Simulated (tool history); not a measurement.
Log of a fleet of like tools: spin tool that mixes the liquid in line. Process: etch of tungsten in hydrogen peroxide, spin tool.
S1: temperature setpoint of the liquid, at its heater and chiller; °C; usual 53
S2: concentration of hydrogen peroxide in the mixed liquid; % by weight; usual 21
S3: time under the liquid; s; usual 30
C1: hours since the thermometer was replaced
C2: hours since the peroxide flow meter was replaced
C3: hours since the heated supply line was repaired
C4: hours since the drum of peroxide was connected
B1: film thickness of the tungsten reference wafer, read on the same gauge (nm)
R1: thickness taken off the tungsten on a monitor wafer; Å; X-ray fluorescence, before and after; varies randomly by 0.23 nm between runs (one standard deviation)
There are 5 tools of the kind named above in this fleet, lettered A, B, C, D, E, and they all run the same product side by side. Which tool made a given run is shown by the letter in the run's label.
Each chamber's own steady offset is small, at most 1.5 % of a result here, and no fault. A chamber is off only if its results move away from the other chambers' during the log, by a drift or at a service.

Run 1D, hour 15.7: usual settings; C1 396.8; C2 1397.7; C3 1661.5; C4 345.9; B1 119.98. Result: R1 664.2 Å.
Run 2E, hour 25.2: usual settings; C1 1245; C2 693.2; C3 2408.5; C4 432.8; B1 119.95. Result: R1 664.23 Å.
Run 3A, hour 36.4: usual settings; C1 1200.6; C2 1659.7; C3 1834.6; C4 337.3; B1 120. Result: R1 664.13 Å.
Run 4B, hour 49.6: usual settings; C1 1987.2; C2 155.1; C3 903.6; C4 234.5; B1 120.05. Result: R1 678.2 Å.
Run 5C, hour 58.9: usual settings; C1 1760.5; C2 653.5; C3 577.8; C4 1022.6; B1 120.01. Result: R1 669.66 Å.
Run 6C, hour 70: usual settings but S2 19 % by weight, S3 40 s; C1 1771.6; C2 664.6; C3 588.9; C4 1033.7; B1 120.03. Result: R1 841.49 Å.
Run 7B, hour 77.5: usual settings but S2 19 % by weight, S3 40 s; C1 2015.1; C2 183; C3 931.5; C4 262.4; B1 119.98. Result: R1 854.1 Å.
Run 8E, hour 91.1: usual settings but S2 19 % by weight, S3 40 s; C1 1310.9; C2 759.1; C3 2474.4; C4 498.7; B1 120.02. Result: R1 843.35 Å.
Run 9D, hour 107.2: usual settings but S2 19 % by weight, S3 40 s; C1 488.3; C2 1489.2; C3 1753; C4 437.4; B1 120. Result: R1 847.04 Å.
Run 10A, hour 123.1: usual settings but S2 19 % by weight, S3 40 s; C1 1287.3; C2 1746.4; C3 1921.3; C4 424; B1 120. Result: R1 845.81 Å.
Run 11D, hour 130.5: usual settings; C1 511.6; C2 1512.5; C3 1776.3; C4 460.7; B1 119.98. Result: R1 665.62 Å.
Run 12C, hour 142.8: usual settings but S1 43.5 °C, S2 15.5 % by weight; C1 1844.4; C2 737.4; C3 661.7; C4 1106.5; B1 120. Result: R1 315.66 Å.
Run 13A, hour 150.5: usual settings but S1 43.5 °C, S2 15.5 % by weight; C1 1314.7; C2 1773.8; C3 1948.7; C4 451.4; B1 120.02. Result: R1 316.58 Å.
Run 14E, hour 165.9: usual settings but S1 43.5 °C, S2 15.5 % by weight; C1 1385.7; C2 833.9; C3 2549.2; C4 573.5; B1 120.01. Result: R1 319.66 Å.
At hour 171.8: chamber C: new drum of peroxide connected.
Run 15B, hour 173.6: usual settings but S1 43.5 °C, S2 15.5 % by weight; C1 2111.2; C2 279.1; C3 1027.6; C4 358.5; B1 120.01. Result: R1 316.98 Å.
At hour 174.2: chamber E: new drum of peroxide connected.
Run 16C, hour 187.8: usual settings but S1 43.5 °C, S2 15.5 % by weight; C1 1889.4; C2 782.4; C3 706.7; C4 16.1; B1 120. Result: R1 317.32 Å.
At hour 189.1: chamber E: heated supply line repaired.
Run 17A, hour 196.6: usual settings; C1 1360.8; C2 1819.9; C3 1994.8; C4 497.5; B1 120. Result: R1 665.2 Å.
Run 18D, hour 208.6: usual settings; C1 589.7; C2 1590.6; C3 1854.4; C4 538.8; B1 120. Result: R1 664.74 Å.
Run 19B, hour 219.2: usual settings but S1 43.5 °C; C1 2156.8; C2 324.7; C3 1073.2; C4 404.1; B1 119.99. Result: R1 369.25 Å.
At hour 219.9: chamber B: new drum of peroxide connected.
At hour 228.6: chamber A: new drum of peroxide connected.
Run 20E, hour 231.2: usual settings but S1 43.5 °C; C1 1451; C2 899.2; C3 42.2; C4 57; B1 119.99. Result: R1 374.47 Å.
Run 21E, hour 239.1: usual settings but S1 43.5 °C; C1 1458.9; C2 907.1; C3 50.1; C4 64.9; B1 119.95. Result: R1 373.37 Å.
Run 22A, hour 247.3: usual settings but S1 43.5 °C; C1 1411.5; C2 1870.6; C3 2045.5; C4 18.7; B1 119.98. Result: R1 369.09 Å.
Run 23D, hour 263.1: usual settings but S1 43.5 °C; C1 644.2; C2 1645.1; C3 1908.9; C4 593.3; B1 119.98. Result: R1 373.36 Å.
Run 24C, hour 277.3: usual settings; C1 1978.9; C2 871.9; C3 796.2; C4 105.6; B1 119.99. Result: R1 666.79 Å.
Run 25B, hour 287.9: usual settings; C1 2225.5; C2 393.4; C3 1141.9; C4 68; B1 120. Result: R1 673.9 Å.
Run 26A, hour 298.3: usual settings but S1 60.5 °C; C1 1462.5; C2 1921.6; C3 2096.5; C4 69.7; B1 120.05. Result: R1 1029 Å.
Run 27D, hour 306.9: usual settings but S1 60.5 °C; C1 688; C2 1688.9; C3 1952.7; C4 637.1; B1 120. Result: R1 1037.8 Å.
Run 28C, hour 318.6: usual settings but S1 60.5 °C; C1 2020.2; C2 913.2; C3 837.5; C4 146.9; B1 120. Result: R1 1032.2 Å.
Run 29E, hour 331.7: usual settings but S1 60.5 °C; C1 1551.5; C2 999.7; C3 142.7; C4 157.5; B1 119.96. Result: R1 1046 Å.
Run 30B, hour 339.6: usual settings but S1 60.5 °C; C1 2277.2; C2 445.1; C3 1193.6; C4 119.7; B1 120.02. Result: R1 1058 Å.
Run 31A, hour 351.2: usual settings; C1 1515.4; C2 1974.5; C3 2149.4; C4 122.6; B1 120.01. Result: R1 666.54 Å.
Run 32B, hour 364.4: usual settings; C1 2302; C2 469.9; C3 1218.4; C4 144.5; B1 120.01. Result: R1 676.47 Å.
Run 33C, hour 375.5: usual settings but S1 59 °C, S2 17 % by weight; C1 2077.1; C2 970.1; C3 894.4; C4 203.8; B1 120.01. Result: R1 856.86 Å.
Run 34E, hour 383.5: usual settings but S1 59 °C, S2 17 % by weight; C1 1603.3; C2 1051.5; C3 194.5; C4 209.3; B1 119.96. Result: R1 868.07 Å.
Run 35D, hour 392.8: usual settings but S1 59 °C, S2 17 % by weight; C1 773.9; C2 1774.8; C3 2038.6; C4 723; B1 119.98. Result: R1 856.06 Å.
Run 36A, hour 403.3: usual settings but S1 59 °C, S2 17 % by weight; C1 1567.5; C2 2026.6; C3 2201.5; C4 174.7; B1 119.97. Result: R1 858.96 Å.
Run 37D, hour 416.3: usual settings but S1 59 °C, S2 17 % by weight; C1 797.4; C2 1798.3; C3 2062.1; C4 746.5; B1 120.01. Result: R1 856.45 Å.
Run 38E, hour 427.6: usual settings; C1 1647.4; C2 1095.6; C3 238.6; C4 253.4; B1 120.01. Result: R1 684.99 Å.
Run 39B, hour 442.7: usual settings; C1 2380.3; C2 548.2; C3 1296.7; C4 222.8; B1 119.99. Result: R1 677.32 Å.
At hour 445.5: chamber C: thermometer replaced.
Run 40C, hour 450.1: usual settings; C1 4.6; C2 1044.7; C3 969; C4 278.4; B1 119.99. Result: R1 672.16 Å.
Run 41B, hour 465.6: usual settings; C1 2403.2; C2 571.1; C3 1319.6; C4 245.7; B1 120.04. Result: R1 673.13 Å.
Run 42C, hour 481.5: usual settings; C1 36; C2 1076.1; C3 1000.4; C4 309.8; B1 119.97. Result: R1 662.97 Å.
Run 43A, hour 493.2: usual settings; C1 1657.4; C2 2116.5; C3 2291.4; C4 264.6; B1 120.01. Result: R1 661.5 Å.

For the next run the whole fleet of 5 chambers uses the same settings. Give each chamber's results:
Run 44A, hour 504.8: usual settings. Result: R1 ?.
Run 44B, hour 504.8: usual settings. Result: R1 ?.
Run 44C, hour 504.8: usual settings. Result: R1 ?.
Run 44D, hour 504.8: usual settings. Result: R1 ?.
Run 44E, hour 504.8: usual settings. Result: R1 ?.

run      R1
44A  664.53
44B   676.5
44C  668.34
44D  664.28
44E  685.03

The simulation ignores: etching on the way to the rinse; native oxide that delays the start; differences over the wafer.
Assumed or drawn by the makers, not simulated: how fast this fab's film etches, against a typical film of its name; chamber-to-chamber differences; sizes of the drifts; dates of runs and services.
